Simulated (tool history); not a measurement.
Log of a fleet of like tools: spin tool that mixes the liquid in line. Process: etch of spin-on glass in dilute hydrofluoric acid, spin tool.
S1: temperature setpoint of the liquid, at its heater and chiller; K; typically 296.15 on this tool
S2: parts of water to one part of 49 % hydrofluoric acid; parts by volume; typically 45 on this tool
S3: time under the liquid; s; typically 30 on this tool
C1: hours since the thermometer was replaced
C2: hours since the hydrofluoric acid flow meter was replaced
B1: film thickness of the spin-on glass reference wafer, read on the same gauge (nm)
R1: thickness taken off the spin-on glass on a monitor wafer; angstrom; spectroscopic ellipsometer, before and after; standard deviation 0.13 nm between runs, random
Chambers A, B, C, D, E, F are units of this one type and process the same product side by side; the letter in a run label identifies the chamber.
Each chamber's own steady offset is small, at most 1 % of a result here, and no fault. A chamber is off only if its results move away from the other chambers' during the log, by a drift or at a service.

| run | day | S1 | S2 | S3 | C1 | C2 | B1 | R1 |
|---|---|---|---|---|---|---|---|---|
| 1D | 0.233 | 296.15 | 45 | 30 | 159.9 | 703 | 89.991 | 262.25 |
| 2E | 0.475 | 296.15 | 45 | 30 | 594 | 1108.4 | 89.993 | 260.87 |
| 3C | 0.646 | 296.15 | 45 | 30 | 168.2 | 1437.2 | 89.993 | 259.85 |
| 4A | 0.829 | 296.15 | 45 | 30 | 271.2 | 583 | 89.993 | 258.66 |
| 5B | 0.958 | 297.65 | 45 | 30 | 974.1 | 464 | 89.998 | 275.61 |
| 6F | 1.092 | 297.65 | 45 | 30 | 363.9 | 1398.8 | 89.971 | 276.2 |
| 7B | 1.233 | 297.65 | 45 | 30 | 980.7 | 470.6 | 89.978 | 276.17 |
| 8A | 1.358 | 297.65 | 45 | 30 | 283.9 | 595.7 | 90.006 | 278.75 |
| 9D | 1.529 | 297.65 | 45 | 30 | 191 | 734.1 | 89.991 | 278.78 |
| 10E | 1.679 | 297.65 | 45 | 30 | 622.9 | 1137.3 | 90.007 | 277.28 |
| 11C | 1.879 | 296.15 | 45 | 30 | 197.8 | 1466.8 | 90.008 | 258.11 |
| 12F | 2.083 | 296.15 | 45 | 30 | 387.7 | 1422.6 | 90.027 | 259.16 |
| 13C | 2.283 | 296.15 | 45 | 30 | 207.5 | 1476.5 | 89.986 | 262 |
| 14A | 2.417 | 296.15 | 45 | 30 | 309.3 | 621.1 | 89.996 | 259.8 |
| 15B | 2.571 | 296.15 | 55 | 30 | 1012.8 | 502.7 | 89.998 | 208.61 |
| 16D | 2.692 | 296.15 | 55 | 30 | 218.9 | 762 | 89.99 | 210.82 |
| 17E | 2.838 | 296.15 | 55 | 30 | 650.7 | 1165.1 | 90.02 | 209.19 |
| 18F | 2.979 | 296.15 | 55 | 30 | 409.2 | 1444.1 | 90.017 | 210.56 |
| 19C | 3.183 | 296.15 | 55 | 30 | 229.1 | 1498.1 | 90.005 | 211.08 |
| 20A | 3.308 | 296.15 | 55 | 30 | 330.7 | 642.5 | 89.974 | 209.08 |
| 21D | 3.529 | 292.65 | 45 | 50 | 239 | 782.1 | 89.992 | 379.47 |
| 22E | 3.742 | 292.65 | 45 | 50 | 672.4 | 1186.8 | 89.99 | 370.6 |
| 23F | 3.9 | 292.65 | 45 | 50 | 431.3 | 1466.2 | 90.005 | 374.28 |
| 24B | 4.088 | 292.65 | 45 | 50 | 1049.2 | 539.1 | 89.989 | 369.11 |
| 25E | 4.212 | 292.65 | 45 | 50 | 683.7 | 1198.1 | 90.007 | 371.59 |
| 26A | 4.383 | 292.65 | 45 | 50 | 356.5 | 668.3 | 89.983 | 371.56 |
| 27B | 4.625 | 296.15 | 45 | 30 | 1062.1 | 552 | 89.995 | 258 |
| 28F | 4.808 | 296.15 | 45 | 30 | 453.1 | 1488 | 90 | 259.88 |
| 29C | 5.004 | 296.15 | 55 | 30 | 272.8 | 1541.8 | 89.999 | 210.39 |
| 30D | 5.242 | 296.15 | 55 | 30 | 280.1 | 823.2 | 90.006 | 215.15 |
| 31E | 5.458 | 296.15 | 55 | 30 | 713.6 | 1228 | 90.006 | 210.66 |
| 32C | 5.583 | 296.15 | 55 | 30 | 286.7 | 1555.7 | 89.997 | 209.39 |
| 33A | 5.75 | 296.15 | 55 | 30 | 389.3 | 701.1 | 90.001 | 209.88 |
| 34D | 5.888 | 296.15 | 55 | 30 | 295.6 | 838.7 | 89.979 | 216.12 |
| 35F | 6 | 296.15 | 45 | 30 | 481.7 | 1516.6 | 89.995 | 261.51 |
| 36B | 6.208 | 296.15 | 45 | 30 | 1100.1 | 590 | 89.995 | 258.93 |
| 37F | 6.454 | 296.15 | 45 | 30 | 492.6 | 1527.5 | 90.005 | 259.3 |
| 38E | 6.646 | 296.15 | 45 | 30 | 742.1 | 1256.5 | 89.998 | 260.96 |

Predict what each chamber gives when all 6 of them run the settings below next.
| 39A | 6.821 | 296.15 | 45 | 25 |  |  |  | ? |
| 39B | 6.821 | 296.15 | 45 | 25 |  |  |  | ? |
| 39C | 6.821 | 296.15 | 45 | 25 |  |  |  | ? |
| 39D | 6.821 | 296.15 | 45 | 25 |  |  |  | ? |
| 39E | 6.821 | 296.15 | 45 | 25 |  |  |  | ? |
| 39F | 6.821 | 296.15 | 45 | 25 |  |  |  | ? |

| run | R1 |
|---|---|
| 39A | 215.51 |
| 39B | 215.58 |
| 39C | 217.12 |
| 39D | 226.86 |
| 39E | 216.42 |
| 39F | 214.03 |
